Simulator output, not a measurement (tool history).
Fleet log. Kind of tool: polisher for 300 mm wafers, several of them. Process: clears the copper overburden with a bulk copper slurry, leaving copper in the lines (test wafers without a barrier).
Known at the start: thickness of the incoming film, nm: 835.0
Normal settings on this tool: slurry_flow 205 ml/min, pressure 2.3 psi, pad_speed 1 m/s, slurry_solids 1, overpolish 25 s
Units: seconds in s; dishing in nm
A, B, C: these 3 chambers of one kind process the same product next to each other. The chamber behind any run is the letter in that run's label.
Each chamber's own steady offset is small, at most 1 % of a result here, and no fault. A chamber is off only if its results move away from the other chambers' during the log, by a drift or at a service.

run,day,slurry_flow,pressure,pad_speed,slurry_solids,overpolish,seconds,dishing
1C,0.1,205,2.3,1,1,25,94.091,113.26
2B,0.208,205,2.3,1,1,25,91.651,111.7
3A,0.3,205,2.3,1,1,25,94.617,109.69
4C,0.458,205,2.3,1,1,25,93.464,115.44
5A,0.642,205,2.3,1,1,25,93.995,112.84
6B,0.771,205,2.3,1,1,25,92.089,113.25
7B,0.883,205,1.8,0.78,1,25,153.43,79.541
8C,1.071,205,1.8,0.78,1,25,156.55,80.207
9A,1.2,205,1.8,0.78,1,25,148.82,79.905
10C,1.362,205,2.3,1,1,25,93.69,114.07
11A,1.5,205,2.3,1,1,25,92.513,110.22
# day 1.508: chamber C: worn pad replaced by a new one
# day 1.508: chamber A: worn pad replaced by a new one
12B,1.646,205,2.3,1,1,25,91.33,115.48
13B,1.75,205,2.3,1,1,25,92.626,113.74
14C,1.933,205,2.3,1,1,25,93.747,111.56
# day 2.05: chamber B: worn pad replaced by a new one
15A,2.1,205,2.3,1,1,25,93.406,113.23
16A,2.25,205,2.3,1,1,25,90.947,114.63
# day 2.258: chamber A: slurry blender recalibrated
17C,2.379,205,2.3,1,1,25,91.456,110.5
18B,2.492,205,2.9,1,1,25,75.684,134.17
19B,2.608,205,2.9,1,1,25,76.026,136.03
20C,2.742,205,2.9,1,1,25,74.597,134.07
21A,2.921,205,2.3,1,1,25,89.78,112.36
22C,3.054,205,2.3,1,1,25,94.726,111.51
23A,3.208,205,2.3,1,1.25,38,87.818,140.92

All chambers now run identical settings, listed one chamber a line with results as question marks. What results will each chamber show?
24A,3.342,205,2.3,1,1,25,?,?
24B,3.342,205,2.3,1,1,25,?,?
24C,3.342,205,2.3,1,1,25,?,?

run,seconds,dishing
24A,92.838,108.18
24B,90.909,110.09
24C,92.396,112.94
